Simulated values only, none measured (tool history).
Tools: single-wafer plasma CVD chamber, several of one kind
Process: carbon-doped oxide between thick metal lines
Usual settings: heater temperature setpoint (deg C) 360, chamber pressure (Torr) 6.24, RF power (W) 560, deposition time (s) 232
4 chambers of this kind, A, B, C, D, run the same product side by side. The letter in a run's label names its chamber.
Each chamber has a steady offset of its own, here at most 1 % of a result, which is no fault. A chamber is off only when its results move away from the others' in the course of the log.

run   hour  heater temperature setpoint (deg C)  chamber pressure (Torr)  RF power (W)  deposition time (s)  read-back reference wafer on the same gauge, thickness_nm  mean film thickness on the monitor wafer (nm)
 1D    5.3                                  360                     6.24           560                  232                                                     1149.8                                         1258.9
 2A   14.9                                  360                     6.24           560                  232                                                     1149.9                                           1257
 3B   19.5                                  360                     6.24           560                  232                                                     1149.5                                         1264.2
 4C   28.8                                  360                     6.24           560                  232                                                     1149.2                                           1268
 5B     36                                  360                     6.24           560                  232                                                     1148.8                                         1262.7
 6C   41.3                                  360                     6.24           560                  232                                                     1148.9                                         1267.4
 7A   46.6                                  360                     6.24           560                  232                                                     1148.8                                           1261
 8D   51.1                                  360                     6.24           560                  232                                                     1148.6                                         1262.5
 9B   56.9                                  360                     6.24           560                  232                                                     1148.7                                         1261.5
10D   66.1                                  360                     6.24           560                  232                                                     1148.4                                         1260.4
11A   75.1                                  360                     6.24           560                  232                                                     1148.4                                         1257.8
12C   83.2                                  360                     6.24           560                  232                                                     1148.6                                         1264.4
      85.7  -- chamber A: thermocouple changed; heater temperature recalibrated
13A   90.5                                  360                     6.24           560                  232                                                     1148.2                                         1254.6
14D   96.6                                  360                     6.24           560                  232                                                     1147.9                                         1259.6
15B  103.5                                  360                     6.24           560                  232                                                     1147.8                                           1263
     107.3  -- chamber D: capacitance manometer re-zeroed and calibrated
16C  109.2                                  360                     6.24           560                  232                                                     1147.9                                         1264.6
17A  114.6                                  360                     6.24           560                  232                                                     1147.4                                         1253.3
18B  121.5                                  360                     6.24           560                  232                                                     1147.2                                         1259.9
19D  130.8                                  360                     6.24           560                  232                                                     1147.2                                         1258.9
20C  136.4                                  360                     6.24           560                  232                                                     1147.1                                         1266.5
21B  145.8                                  360                      6.9           560                  232                                                     1146.7                                           1273
22A  150.4                                  360                      6.9           560                  232                                                     1146.7                                         1266.6
23C  158.2                                  360                      6.9           560                  232                                                     1146.4                                         1272.3
24D  163.1                                  360                      6.9           560                  232                                                     1146.2                                         1270.6
25A    168                                  360                     6.24           560                  232                                                     1146.5                                         1252.8
26D  177.2                                  360                     6.24           560                  232                                                     1145.5                                           1256
27C  182.1                                  360                     6.24           560                  232                                                     1145.9                                         1264.5
28B  191.3                                  360                     6.24           560                  232                                                     1145.2                                         1257.6
29D  197.7                                  360                     6.24           560                  232                                                     1145.5                                         1255.5
30A  205.8                                  360                     6.24           560                  232                                                     1145.9                                         1251.4
31B  211.5                                  360                     6.24           560                  232                                                     1145.2                                         1263.1
32C  219.2                                  365                     6.24           560                  232                                                     1145.2                                         1247.8
     220.7  -- chamber B: capacitance manometer re-zeroed and calibrated
33A  226.5                                  365                     6.24           560                  232                                                     1145.4                                         1243.3
34C  235.5                                  365                     6.24           560                  232                                                     1145.3                                         1247.1
35D  241.9                                  365                     6.24           560                  232                                                     1144.7                                         1241.1
36B  248.3                                  360                     6.24           560                  232                                                     1144.2                                           1260
37A  257.3                                  360                     6.24           560                  232                                                     1144.3                                           1254
38B  262.5                                  360                     6.24           560                  232                                                     1144.2                                           1254
39D  271.3                                  360                     6.24           560                  232                                                     1143.7                                         1254.1
40C  276.3                                  360                     6.24           560                  232                                                     1143.8                                         1260.7
41B  283.9                                  360                     6.24           560                  232                                                     1143.6                                         1257.7
42A  292.4                                  360                     6.24           560                  232                                                     1143.4                                         1252.9
43D  301.1                                  360                     6.24           560                  232                                                     1143.3                                         1254.1

Is one chamber off against the others, does the gauge drift, or is nothing wrong? If a chamber is off, say which, and what the likeliest cause is.

The gauge drifts, so all chambers seem to drift together. No chamber is off.
Cause: gauge reads low (%) = 0.597.
